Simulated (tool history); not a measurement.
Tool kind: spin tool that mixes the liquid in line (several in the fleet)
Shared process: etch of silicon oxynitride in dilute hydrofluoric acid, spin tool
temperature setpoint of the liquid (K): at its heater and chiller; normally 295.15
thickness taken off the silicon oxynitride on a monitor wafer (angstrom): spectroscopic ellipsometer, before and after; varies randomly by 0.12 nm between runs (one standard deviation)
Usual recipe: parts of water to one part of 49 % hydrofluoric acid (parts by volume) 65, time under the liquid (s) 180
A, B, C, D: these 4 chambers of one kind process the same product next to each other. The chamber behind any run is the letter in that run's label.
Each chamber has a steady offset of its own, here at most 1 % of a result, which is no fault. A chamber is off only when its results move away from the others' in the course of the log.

run	day	temperature setpoint of the liquid (K)	parts of water to one part of 49 % hydrofluoric acid (parts by volume)	time under the liquid (s)	hours since the thermometer was replaced	hours since the hydrofluoric acid flow meter was replaced	read-back film thickness of the silicon oxynitride reference wafer, read on the same gauge (nm)	thickness taken off the silicon oxynitride on a monitor wafer (angstrom)
1B	0.242	295.15	65	180	1290.6	965.1	79.99	123.82
2C	0.371	295.15	65	180	1514.3	1765	79.988	122.78
3D	0.525	295.15	65	180	2351.5	1184.6	79.99	123.28
4A	0.696	295.15	65	180	1817.9	1018	79.978	124.69
5B	0.95	295.15	65	180	1307.6	982.1	79.976	123.45
6C	1.075	295.15	65	180	1531.2	1781.9	80.001	125.17
7A	1.246	295.15	65	180	1831.1	1031.2	80.011	123.84
8D	1.417	295.15	65	180	2372.9	1206	79.974	125.19
9A	1.646	295.15	65	180	1840.7	1040.8	80.023	122.46
10C	1.888	299.65	65	230	1550.7	1801.4	79.972	198.33
11D	2.146	299.65	65	230	2390.4	1223.5	79.998	194.34
12B	2.329	299.65	65	230	1340.7	1015.2	79.992	195.7
13D	2.521	299.65	65	230	2399.4	1232.5	80.001	199.53
14A	2.679	295.15	65	180	1865.5	1065.6	80.005	123.53
15C	2.812	295.15	65	180	1572.9	1823.6	79.997	121.67
16B	2.942	295.15	65	180	1355.4	1029.9	79.995	124.28
17C	3.2	297.15	65	265	1582.2	1832.9	80.027	200.15
18B	3.367	297.15	65	265	1365.6	1040.1	80.007	202.77
19D	3.612	297.15	65	265	2425.6	1258.7	79.973	207.25
20A	3.838	297.15	65	265	1893.3	1093.4	79.991	197.86
21A	4.079	295.15	65	180	1899.1	1099.2	79.977	126.7
22C	4.279	295.15	65	180	1608.1	1858.8	80.014	122.94
23B	4.55	295.15	65	180	1394	1068.5	80.038	125.67
24D	4.688	295.15	65	180	2451.4	1284.5	79.997	129.72
25A	4.929	295.15	65	180	1919.5	1119.6	80.016	122.39
26B	5.142	295.15	65	180	1408.2	1082.7	80	122.67
27D	5.267	295.15	65	180	2465.3	1298.4	79.985	129.95
28C	5.467	295.15	65	180	1636.6	1887.3	80.008	123.89
29C	5.604	295.15	65	180	1639.9	1890.6	80.029	125.45
30A	5.779	295.15	65	180	1939.9	1140	80.005	123.14
31D	6.029	295.15	65	180	2483.6	1316.7	80.002	133.71
32B	6.288	295.15	65	180	1435.7	1110.2	79.994	126.67
33A	6.471	295.15	65	180	1956.5	1156.6	79.997	122.81
34D	6.667	298.15	45	180	2498.9	1332	79.999	229.45
35B	6.846	298.15	45	180	1449.1	1123.6	79.97	211.45
36C	6.992	298.15	45	180	1673.2	1923.9	80.006	211.24
37B	7.258	298.15	45	180	1459	1133.5	80.001	211.52

Next, every chamber runs the same settings. What will each give?
38A	7.462	295.15	65	180				?
38B	7.462	295.15	65	180				?
38C	7.462	295.15	65	180				?
38D	7.462	295.15	65	180				?

run	thickness taken off the silicon oxynitride on a monitor wafer (angstrom)
38A	124.69
38B	126.46
38C	124.03
38D	136.44

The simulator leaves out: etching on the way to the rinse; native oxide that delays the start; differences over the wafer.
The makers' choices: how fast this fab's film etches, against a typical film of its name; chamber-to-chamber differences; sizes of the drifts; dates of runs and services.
